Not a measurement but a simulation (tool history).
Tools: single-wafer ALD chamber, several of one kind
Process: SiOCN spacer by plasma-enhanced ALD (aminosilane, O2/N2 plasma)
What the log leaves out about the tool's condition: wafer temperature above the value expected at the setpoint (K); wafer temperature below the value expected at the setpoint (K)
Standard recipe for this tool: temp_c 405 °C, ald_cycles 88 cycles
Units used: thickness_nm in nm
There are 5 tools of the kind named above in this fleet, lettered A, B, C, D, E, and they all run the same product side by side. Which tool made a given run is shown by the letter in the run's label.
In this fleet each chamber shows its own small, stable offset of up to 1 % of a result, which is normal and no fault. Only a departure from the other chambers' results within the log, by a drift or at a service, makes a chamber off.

| run | hour | temp_c | ald_cycles | hours since the last thermocouple change | read-back reference wafer on the same gauge, thickness_nm | thickness_nm |
|---|---|---|---|---|---|---|
| 1C | 8.3 | 405 | 88 | 1881.8 | 5.3123 | 5.2401 |
| 2B | 16.6 | 405 | 88 | 2258.9 | 5.3121 | 5.2874 |
| 3A | 22.5 | 405 | 88 | 125.6 | 5.3119 | 5.2612 |
| 4D | 30 | 405 | 88 | 987.2 | 5.314 | 5.2347 |
| 5E | 38.7 | 405 | 88 | 2368.3 | 5.3137 | 5.245 |
| 6A | 51.1 | 405 | 88 | 154.2 | 5.3147 | 5.2631 |
| 7C | 56.5 | 405 | 88 | 1930 | 5.3171 | 5.2479 |
| 8D | 65.8 | 405 | 88 | 1023 | 5.3178 | 5.238 |
| 9B | 71.5 | 419 | 99 | 2313.8 | 5.3167 | 5.6896 |
| 10E | 79.7 | 419 | 99 | 2409.3 | 5.3198 | 5.65 |
| 11D | 86.9 | 419 | 99 | 1044.1 | 5.3198 | 5.6439 |
| 12A | 96.9 | 419 | 99 | 200 | 5.3202 | 5.6684 |
| 13B | 103.2 | 419 | 99 | 2345.5 | 5.3189 | 5.6972 |
|  | 112.3 | chamber E: thermocouple changed; heater temperature recalibrated |
| 14C | 113.1 | 405 | 88 | 1986.6 | 5.3227 | 5.2393 |
|  | 119.4 | chamber C: thermocouple changed; heater temperature recalibrated |
| 15E | 120 | 405 | 88 | 7.7 | 5.3221 | 5.2564 |
| 16E | 126.2 | 405 | 88 | 13.9 | 5.3244 | 5.2258 |
| 17C | 131.9 | 405 | 88 | 12.6 | 5.322 | 5.233 |
| 18D | 143.9 | 405 | 88 | 1101.1 | 5.3267 | 5.2487 |
| 19A | 151.6 | 405 | 88 | 254.7 | 5.3273 | 5.2659 |
| 20B | 160.1 | 405 | 88 | 2402.4 | 5.3258 | 5.2955 |
| 21E | 166.6 | 405 | 88 | 54.3 | 5.3279 | 5.2425 |
| 22D | 177.6 | 405 | 88 | 1134.8 | 5.3275 | 5.2565 |
| 23B | 184.8 | 405 | 88 | 2427.1 | 5.3275 | 5.298 |
| 24C | 192.6 | 398 | 88 | 73.3 | 5.3281 | 5.3246 |
| 25A | 203.5 | 398 | 88 | 306.6 | 5.3305 | 5.3322 |
| 26A | 209.8 | 398 | 88 | 312.9 | 5.3338 | 5.3593 |
| 27D | 220.7 | 398 | 88 | 1177.9 | 5.3293 | 5.3221 |
| 28C | 229 | 398 | 88 | 109.7 | 5.3343 | 5.3515 |
| 29E | 241.4 | 405 | 88 | 129.1 | 5.3337 | 5.2514 |
| 30B | 252.3 | 405 | 88 | 2494.6 | 5.3353 | 5.3216 |
| 31E | 263.1 | 405 | 88 | 150.8 | 5.3389 | 5.2521 |
| 32D | 268.5 | 405 | 88 | 1225.7 | 5.3366 | 5.2555 |
| 33A | 276.2 | 405 | 88 | 379.3 | 5.338 | 5.2702 |
| 34C | 283.8 | 405 | 88 | 164.5 | 5.3389 | 5.2789 |
| 35B | 292 | 405 | 88 | 2534.3 | 5.3412 | 5.2977 |
| 36D | 302.4 | 405 | 88 | 1259.6 | 5.3413 | 5.2531 |
| 37E | 313.9 | 405 | 88 | 201.6 | 5.3427 | 5.2615 |
| 38C | 323.6 | 405 | 77 | 204.3 | 5.3432 | 4.6155 |

One chamber off, gauge drift, or nothing amiss beyond the chambers' own small offsets? If it is a chamber, which one, and what is the likeliest cause?

Gauge drift. The chambers move together only on paper, and none stands off.
Most likely cause: gauge reads high (%) = 0.635.

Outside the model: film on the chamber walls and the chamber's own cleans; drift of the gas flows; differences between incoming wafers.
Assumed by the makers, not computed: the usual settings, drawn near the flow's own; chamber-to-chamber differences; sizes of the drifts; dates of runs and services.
